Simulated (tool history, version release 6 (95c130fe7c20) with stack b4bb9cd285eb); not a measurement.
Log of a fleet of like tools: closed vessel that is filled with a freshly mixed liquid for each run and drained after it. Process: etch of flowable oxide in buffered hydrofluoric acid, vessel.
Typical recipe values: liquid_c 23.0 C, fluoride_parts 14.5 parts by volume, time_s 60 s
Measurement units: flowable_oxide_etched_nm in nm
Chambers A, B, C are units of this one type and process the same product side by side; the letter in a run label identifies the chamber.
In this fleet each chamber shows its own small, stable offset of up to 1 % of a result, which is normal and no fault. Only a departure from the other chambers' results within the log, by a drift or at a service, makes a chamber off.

run	hour	liquid_c	fluoride_parts	time_s	hours since the thermometer was replaced	hours since the hydrofluoric acid flow meter was replaced	read-back film thickness of the flowable oxide reference wafer, read on the same gauge (nm)	flowable_oxide_etched_nm
1A	8.5	23.0	14.5	60	996.0	632.2	89.990	114.930
2C	18.1	23.0	14.5	60	693.0	1141.1	90.001	114.850
3B	26.8	23.0	14.5	60	1035.2	453.3	89.986	115.510
4C	33.2	23.0	14.5	60	708.1	1156.2	90.005	114.920
5B	43.4	23.0	14.5	60	1051.8	469.9	90.002	114.550
6A	49.8	23.0	14.5	60	1037.3	673.5	90.016	116.080
7B	56.4	23.0	11.0	60	1064.8	482.9	90.015	150.720
8C	65.9	23.0	11.0	60	740.8	1188.9	89.998	149.310
9A	77.0	23.0	11.0	60	1064.5	700.7	89.996	151.620
10A	82.7	23.0	14.5	60	1070.2	706.4	89.978	115.810
11B	89.3	23.0	14.5	60	1097.7	515.8	90.030	116.900
12C	95.6	23.0	14.5	60	770.5	1218.6	90.013	115.810
13C	107.4	23.0	14.5	60	782.3	1230.4	90.014	116.630
14B	116.2	23.0	14.5	60	1124.6	542.7	89.975	115.570
15A	122.7	23.0	10.5	90	1110.2	746.4	89.989	238.480
16B	132.1	23.0	10.5	90	1140.5	558.6	90.029	236.460
17C	141.6	23.0	10.5	90	816.5	1264.6	90.006	245.740
18A	147.4	23.0	14.5	60	1134.9	771.1	90.015	116.260
19B	153.6	23.0	14.5	60	1162.0	580.1	89.999	115.840
20C	161.9	23.0	14.5	60	836.8	1284.9	90.044	118.700
21A	170.1	23.0	14.5	60	1157.6	793.8	89.950	115.610
22B	178.0	23.0	14.5	60	1186.4	604.5	90.060	116.480
23C	188.1	23.0	9.5	85	863.0	1311.1	89.957	250.030
24A	197.2	23.0	9.5	85	1184.7	820.9	90.064	244.260
25A	203.4	23.0	9.5	85	1190.9	827.1	90.026	243.530
# hour 212.4: chamber B: hydrofluoric acid flow meter replaced
26C	214.5	20.5	14.5	60	889.4	1337.5	89.980	105.910
27B	226.7	20.5	14.5	60	1235.1	14.4	89.974	99.812
28A	238.4	20.5	14.5	60	1225.9	862.1	89.991	101.320

Has any chamber moved away from the others, gradually or after a service, or does the common gauge drift, or do the chambers differ only by their own small steady offsets? State the chamber and the most likely cause if one applies.

One chamber, C, drifts off from the rest bit by bit.
Most likely cause: hydrofluoric acid flow above the setpoint (%) = 5.95.
With only this log, it may be confused with: liquid hotter than its thermometer reads (K).

Chamber C could run next with any of the 4 candidate recipes listed below; each alters the usual settings, and their results appear as question marks. Which one brings its results back in line with what the other chambers deliver on the usual settings?
To be in line, a result may differ from the other chambers' mean on the usual settings by at most: flowable_oxide_etched_nm 2.400 nm
29C-1	247.2	22.5	15.5	60				?
29C-2	247.2	22.0	14.5	60				?
29C-3	247.2	24.0	14.5	60				?
29C-4	247.2	23.5	13.5	60				?

Usual-settings mean across the other chambers: flowable_oxide_etched_nm 115.530 nm
run	flowable_oxide_etched_nm
29C-1	110.520
29C-2	114.860
29C-3	127.990
29C-4	133.660
With 29C-2, the chamber falls back in line with the rest.
